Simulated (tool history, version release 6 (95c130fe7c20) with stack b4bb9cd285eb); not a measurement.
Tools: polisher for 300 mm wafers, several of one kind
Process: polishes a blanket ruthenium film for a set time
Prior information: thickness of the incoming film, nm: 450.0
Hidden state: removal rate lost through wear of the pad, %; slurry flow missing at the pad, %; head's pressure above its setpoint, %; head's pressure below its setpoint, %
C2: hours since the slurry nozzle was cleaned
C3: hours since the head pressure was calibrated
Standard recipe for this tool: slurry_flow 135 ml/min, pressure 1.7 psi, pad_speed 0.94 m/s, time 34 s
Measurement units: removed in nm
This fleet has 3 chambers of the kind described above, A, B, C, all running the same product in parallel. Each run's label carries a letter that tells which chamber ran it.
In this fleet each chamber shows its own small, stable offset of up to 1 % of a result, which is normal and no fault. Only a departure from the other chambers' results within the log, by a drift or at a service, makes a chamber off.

run 1A hour=7.1 | slurry_flow=135 pressure=1.7 pad_speed=0.94 time=34 | wafers_polished_on_this_pad=443 C2=217.9 C3=470.1 | removed=24.498
run 2C hour=14.3 | slurry_flow=135 pressure=1.7 pad_speed=0.94 time=34 | wafers_polished_on_this_pad=738 C2=739.1 C3=1159.6 | removed=24.925
run 3B hour=22 | slurry_flow=135 pressure=1.7 pad_speed=0.94 time=34 | wafers_polished_on_this_pad=1318 C2=169.5 C3=996.8 | removed=24.781
-- hour=32 chamber B: worn pad replaced by a new one
run 4A hour=32.5 | slurry_flow=135 pressure=1.7 pad_speed=0.94 time=34 | wafers_polished_on_this_pad=845 C2=243.3 C3=495.5 | removed=24.279
-- hour=34.8 chamber C: worn pad replaced by a new one
run 5B hour=41.7 | slurry_flow=135 pressure=1.7 pad_speed=0.72 time=34 | wafers_polished_on_this_pad=153 C2=189.2 C3=1016.5 | removed=19.038
run 6C hour=47.9 | slurry_flow=135 pressure=1.7 pad_speed=0.72 time=34 | wafers_polished_on_this_pad=207 C2=772.7 C3=1193.2 | removed=18.966
run 7B hour=57.5 | slurry_flow=135 pressure=1.7 pad_speed=0.72 time=34 | wafers_polished_on_this_pad=403 C2=205 C3=1032.3 | removed=19.005
run 8C hour=62.6 | slurry_flow=135 pressure=1.7 pad_speed=0.94 time=34 | wafers_polished_on_this_pad=440 C2=787.4 C3=1207.9 | removed=24.704
-- hour=64.4 chamber A: worn pad replaced by a new one
-- hour=66.9 chamber B: slurry nozzle cleaned
run 9A hour=73.1 | slurry_flow=135 pressure=1.7 pad_speed=0.94 time=34 | wafers_polished_on_this_pad=138 C2=283.9 C3=536.1 | removed=24.399
run 10A hour=82 | slurry_flow=135 pressure=1.7 pad_speed=0.94 time=34 | wafers_polished_on_this_pad=279 C2=292.8 C3=545 | removed=24.802
run 11C hour=88 | slurry_flow=135 pressure=2 pad_speed=0.94 time=34 | wafers_polished_on_this_pad=843 C2=812.8 C3=1233.3 | removed=29.126
-- hour=92.1 chamber C: worn pad replaced by a new one
run 12B hour=93.5 | slurry_flow=135 pressure=2 pad_speed=0.94 time=34 | wafers_polished_on_this_pad=974 C2=26.7 C3=1068.3 | removed=29.434
-- hour=95 chamber C: slurry nozzle cleaned
run 13C hour=101.1 | slurry_flow=135 pressure=2 pad_speed=0.94 time=34 | wafers_polished_on_this_pad=144 C2=6.2 C3=1246.4 | removed=29.235
-- hour=108.8 chamber B: worn pad replaced by a new one
run 14A hour=111.9 | slurry_flow=110 pressure=1.7 pad_speed=0.94 time=34 | wafers_polished_on_this_pad=753 C2=322.7 C3=574.9 | removed=23.642
run 15B hour=121 | slurry_flow=110 pressure=1.7 pad_speed=0.94 time=34 | wafers_polished_on_this_pad=193 C2=54.2 C3=1095.8 | removed=23.829
run 16C hour=127.3 | slurry_flow=110 pressure=1.7 pad_speed=0.94 time=34 | wafers_polished_on_this_pad=558 C2=32.4 C3=1272.6 | removed=23.278
-- hour=132.5 chamber A: worn pad replaced by a new one
run 17B hour=135 | slurry_flow=135 pressure=1.7 pad_speed=0.94 time=34 | wafers_polished_on_this_pad=415 C2=68.2 C3=1109.8 | removed=24.865
run 18A hour=144.1 | slurry_flow=135 pressure=1.7 pad_speed=0.94 time=34 | wafers_polished_on_this_pad=185 C2=354.9 C3=607.1 | removed=24.639
-- hour=147.6 chamber C: head pressure recalibrated
run 19C hour=154.9 | slurry_flow=135 pressure=1.7 pad_speed=0.94 time=34 | wafers_polished_on_this_pad=996 C2=60 C3=7.4 | removed=22.961
-- hour=156.9 chamber B: head pressure recalibrated
-- hour=161.3 chamber C: worn pad replaced by a new one
run 20A hour=165.8 | slurry_flow=120 pressure=1.7 pad_speed=0.7 time=34 | wafers_polished_on_this_pad=528 C2=376.6 C3=628.8 | removed=17.836
run 21B hour=171.8 | slurry_flow=120 pressure=1.7 pad_speed=0.7 time=34 | wafers_polished_on_this_pad=997 C2=105 C3=14.9 | removed=18.051
run 22C hour=181 | slurry_flow=120 pressure=1.7 pad_speed=0.7 time=34 | wafers_polished_on_this_pad=312 C2=86.1 C3=33.5 | removed=16.877
run 23B hour=191.4 | slurry_flow=135 pressure=1.7 pad_speed=0.94 time=34 | wafers_polished_on_this_pad=1308 C2=124.6 C3=34.5 | removed=25.192
-- hour=196.1 chamber B: worn pad replaced by a new one
run 24A hour=198.2 | slurry_flow=135 pressure=1.7 pad_speed=0.94 time=34 | wafers_polished_on_this_pad=1042 C2=409 C3=661.2 | removed=24.429
run 25B hour=208.5 | slurry_flow=135 pressure=1.7 pad_speed=0.94 time=34 | wafers_polished_on_this_pad=196 C2=141.7 C3=51.6 | removed=24.874
run 26A hour=216.1 | slurry_flow=135 pressure=1.7 pad_speed=0.94 time=46 | wafers_polished_on_this_pad=1325 C2=426.9 C3=679.1 | removed=32.982
-- hour=217.6 chamber C: worn pad replaced by a new one
-- hour=218.3 chamber A: worn pad replaced by a new one
run 27C hour=226.6 | slurry_flow=135 pressure=1.7 pad_speed=0.94 time=46 | wafers_polished_on_this_pad=142 C2=131.7 C3=79.1 | removed=31.24
run 28A hour=236.5 | slurry_flow=135 pressure=1.7 pad_speed=0.94 time=46 | wafers_polished_on_this_pad=288 C2=447.3 C3=699.5 | removed=32.991
run 29C hour=241.8 | slurry_flow=135 pressure=1.7 pad_speed=0.94 time=34 | wafers_polished_on_this_pad=383 C2=146.9 C3=94.3 | removed=23.201
run 30B hour=250.4 | slurry_flow=135 pressure=1.7 pad_speed=0.62 time=34 | wafers_polished_on_this_pad=860 C2=183.6 C3=93.5 | removed=16.073
run 31A hour=259.5 | slurry_flow=135 pressure=1.7 pad_speed=0.62 time=34 | wafers_polished_on_this_pad=652 C2=470.3 C3=722.5 | removed=16.378

Does one chamber stand apart from the rest, does the shared gauge drift, or is all well apart from small per-chamber offsets? Give the chamber and the most likely cause, where there is one.

The work done on chamber C during a service left it standing apart from the others.
Likeliest cause: head's pressure below its setpoint, % = 6.

Below are 4 candidate recipes for chamber C's next run, each the usual settings with a change, their results shown as question marks. Which of them brings C's results back in line with what the other chambers give on the usual settings?
Allowed miss from the other chambers' usual-settings mean, per result, to count as in line: removed 0.57 nm
run 32C-1 hour=267.5 | slurry_flow=135 pressure=1.6 pad_speed=0.94 time=34 | removed=?
run 32C-2 hour=267.5 | slurry_flow=190 pressure=1.7 pad_speed=0.94 time=34 | removed=?
run 32C-3 hour=267.5 | slurry_flow=135 pressure=1.6 pad_speed=0.92 time=33 | removed=?
run 32C-4 hour=267.5 | slurry_flow=135 pressure=1.8 pad_speed=0.98 time=34 | removed=?

The mean the other chambers reach with the usual settings: removed 24.693 nm
run=32C-1 removed=21.904
run=32C-2 removed=24.613
run=32C-3 removed=20.807
run=32C-4 removed=25.671
32C-2 is the one that brings the chamber's results back in line with the other chambers.
